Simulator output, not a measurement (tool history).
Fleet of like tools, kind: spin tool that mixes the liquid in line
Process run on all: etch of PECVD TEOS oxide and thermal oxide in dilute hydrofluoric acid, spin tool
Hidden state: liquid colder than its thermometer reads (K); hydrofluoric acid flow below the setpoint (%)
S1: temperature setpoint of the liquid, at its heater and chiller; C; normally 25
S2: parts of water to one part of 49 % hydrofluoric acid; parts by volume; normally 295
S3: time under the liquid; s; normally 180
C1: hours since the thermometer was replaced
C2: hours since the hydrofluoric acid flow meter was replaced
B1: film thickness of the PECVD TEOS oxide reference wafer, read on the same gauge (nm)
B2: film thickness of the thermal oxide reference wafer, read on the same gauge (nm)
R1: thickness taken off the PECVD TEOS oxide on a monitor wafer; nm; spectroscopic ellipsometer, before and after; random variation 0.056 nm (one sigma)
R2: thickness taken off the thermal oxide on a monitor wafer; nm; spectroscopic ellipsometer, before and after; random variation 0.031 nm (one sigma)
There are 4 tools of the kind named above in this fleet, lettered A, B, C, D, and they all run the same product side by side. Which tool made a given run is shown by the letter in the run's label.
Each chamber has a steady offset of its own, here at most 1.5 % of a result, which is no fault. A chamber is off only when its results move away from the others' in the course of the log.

run 1A day=0.167 | S1=25 S2=295 S3=180 | C1=593.9 C2=504.8 | B1=79.995 B2=29.975 | R1=5.6571 R2=2.4155
run 2B day=0.308 | S1=25 S2=295 S3=180 | C1=1753.8 C2=1130.6 | B1=79.989 B2=29.986 | R1=5.6465 R2=2.3087
run 3C day=0.525 | S1=25 S2=295 S3=180 | C1=314.3 C2=2304.1 | B1=80 B2=30.011 | R1=5.5302 R2=2.3893
run 4D day=0.642 | S1=25 S2=295 S3=180 | C1=637.3 C2=366.5 | B1=79.998 B2=30.042 | R1=5.7581 R2=2.3541
run 5D day=0.771 | S1=25 S2=295 S3=180 | C1=640.4 C2=369.6 | B1=80.006 B2=30 | R1=5.6895 R2=2.3413
-- day=0.9 chamber C: hydrofluoric acid flow meter replaced
run 6C day=0.908 | S1=25 S2=295 S3=180 | C1=323.5 C2=0.3 | B1=80.004 B2=29.975 | R1=5.6222 R2=2.3811
run 7B day=1.083 | S1=25 S2=295 S3=180 | C1=1772.4 C2=1149.2 | B1=79.995 B2=29.973 | R1=5.6414 R2=2.3406
run 8A day=1.221 | S1=25 S2=295 S3=180 | C1=619.2 C2=530.1 | B1=80.01 B2=29.966 | R1=5.708 R2=2.3678
run 9C day=1.383 | S1=25 S2=295 S3=180 | C1=334.9 C2=11.7 | B1=79.996 B2=30.026 | R1=5.6674 R2=2.4087
run 10A day=1.525 | S1=25 S2=295 S3=180 | C1=626.5 C2=537.4 | B1=80.009 B2=29.99 | R1=5.6849 R2=2.3762
run 11D day=1.654 | S1=25 S2=295 S3=180 | C1=661.6 C2=390.8 | B1=80.004 B2=30.031 | R1=5.7205 R2=2.3506
run 12B day=1.883 | S1=25 S2=295 S3=180 | C1=1791.6 C2=1168.4 | B1=79.992 B2=29.979 | R1=5.5989 R2=2.339
run 13D day=2.017 | S1=25 S2=295 S3=180 | C1=670.3 C2=399.5 | B1=80.002 B2=30.013 | R1=5.6973 R2=2.3473
run 14B day=2.229 | S1=25 S2=295 S3=180 | C1=1799.9 C2=1176.7 | B1=79.977 B2=30.054 | R1=5.5907 R2=2.3858
run 15A day=2.354 | S1=20.5 S2=295 S3=180 | C1=646.4 C2=557.3 | B1=79.996 B2=29.984 | R1=4.6819 R2=1.9572
run 16C day=2.608 | S1=20.5 S2=295 S3=180 | C1=364.3 C2=41.1 | B1=79.985 B2=29.967 | R1=4.7082 R2=2.0084
run 17C day=2.733 | S1=20.5 S2=295 S3=180 | C1=367.3 C2=44.1 | B1=80.014 B2=29.991 | R1=4.7657 R2=2.0179
run 18D day=2.917 | S1=20.5 S2=295 S3=180 | C1=691.9 C2=421.1 | B1=79.993 B2=29.999 | R1=4.8948 R2=2.0166
run 19A day=3.15 | S1=29.5 S2=295 S3=180 | C1=665.5 C2=576.4 | B1=80.004 B2=29.998 | R1=6.3317 R2=2.6648
run 20B day=3.388 | S1=29.5 S2=295 S3=180 | C1=1827.7 C2=1204.5 | B1=80.024 B2=29.955 | R1=6.4778 R2=2.7914
run 21A day=3.588 | S1=29.5 S2=295 S3=180 | C1=676 C2=586.9 | B1=80.007 B2=30 | R1=6.3087 R2=2.6462
run 22C day=3.754 | S1=29.5 S2=295 S3=180 | C1=391.8 C2=68.6 | B1=80.004 B2=30.022 | R1=6.3995 R2=2.7725
run 23D day=3.871 | S1=25 S2=295 S3=180 | C1=714.8 C2=444 | B1=79.985 B2=30.016 | R1=5.8009 R2=2.384
run 24B day=4.017 | S1=25 S2=295 S3=180 | C1=1842.8 C2=1219.6 | B1=80.001 B2=29.964 | R1=5.6143 R2=2.3303
run 25D day=4.242 | S1=25 S2=295 S3=180 | C1=723.7 C2=452.9 | B1=80.005 B2=30.044 | R1=5.7186 R2=2.3472
run 26B day=4.417 | S1=25 S2=295 S3=180 | C1=1852.4 C2=1229.2 | B1=80.004 B2=29.986 | R1=5.6398 R2=2.4077
run 27C day=4.604 | S1=25 S2=295 S3=180 | C1=412.2 C2=89 | B1=80.003 B2=29.982 | R1=5.5931 R2=2.3906
run 28A day=4.783 | S1=23 S2=295 S3=275 | C1=704.7 C2=615.6 | B1=80.011 B2=29.983 | R1=7.5167 R2=3.123
run 29C day=4.942 | S1=23 S2=295 S3=275 | C1=420.3 C2=97.1 | B1=80.012 B2=30.028 | R1=8.0872 R2=3.4111
run 30D day=5.129 | S1=23 S2=295 S3=275 | C1=745 C2=474.2 | B1=80.017 B2=30.04 | R1=8.1896 R2=3.3458
run 31B day=5.271 | S1=23 S2=295 S3=275 | C1=1872.9 C2=1249.7 | B1=80.013 B2=29.97 | R1=7.9188 R2=3.368
run 32A day=5.521 | S1=25 S2=295 S3=180 | C1=722.4 C2=633.3 | B1=79.993 B2=30.001 | R1=5.1553 R2=2.1479
run 33C day=5.633 | S1=25 S2=295 S3=180 | C1=436.9 C2=113.7 | B1=80 B2=29.996 | R1=5.5994 R2=2.3708
run 34A day=5.875 | S1=25 S2=295 S3=180 | C1=730.9 C2=641.8 | B1=79.998 B2=30.006 | R1=5.0482 R2=2.1316
run 35D day=6.092 | S1=25 S2=295 S3=180 | C1=768.1 C2=497.3 | B1=80.014 B2=29.989 | R1=5.7573 R2=2.3573
run 36B day=6.321 | S1=25 S2=295 S3=180 | C1=1898.1 C2=1274.9 | B1=80.019 B2=30.027 | R1=5.5156 R2=2.3912
run 37C day=6.542 | S1=25 S2=295 S3=180 | C1=458.7 C2=135.5 | B1=79.987 B2=30.012 | R1=5.6242 R2=2.4004

Does one chamber stand apart from the rest, does the shared gauge drift, or is all well apart from small per-chamber offsets? Give the chamber and the most likely cause, where there is one.

Little by little, chamber A moves away from the other chambers.
Most likely cause: hydrofluoric acid flow below the setpoint (%) = 9.02.

Chamber A could run next with any of the 4 candidate recipes listed below; each alters the usual settings, and their results appear as question marks. Which one brings its results back in line with what the other chambers deliver on the usual settings?
In line here means within this much of the mean the other chambers give on the usual settings: R1 0.2 nm; R2 0.11 nm
run 38A-1 day=6.725 | S1=25 S2=290 S3=185 | R1=? R2=?
run 38A-2 day=6.725 | S1=25 S2=310 S3=170 | R1=? R2=?
run 38A-3 day=6.725 | S1=25 S2=300 S3=175 | R1=? R2=?
run 38A-4 day=6.725 | S1=25 S2=280 S3=190 | R1=? R2=?

Average result of the remaining chambers running the usual settings: R1 5.6408 nm; R2 2.3687 nm
run=38A-1 R1=5.2878 R2=2.1954
run=38A-2 R1=4.4484 R2=1.8469
run=38A-3 R1=4.783 R2=1.9858
run=38A-4 R1=5.6871 R2=2.3612
38A-4 brings the chamber back in line.

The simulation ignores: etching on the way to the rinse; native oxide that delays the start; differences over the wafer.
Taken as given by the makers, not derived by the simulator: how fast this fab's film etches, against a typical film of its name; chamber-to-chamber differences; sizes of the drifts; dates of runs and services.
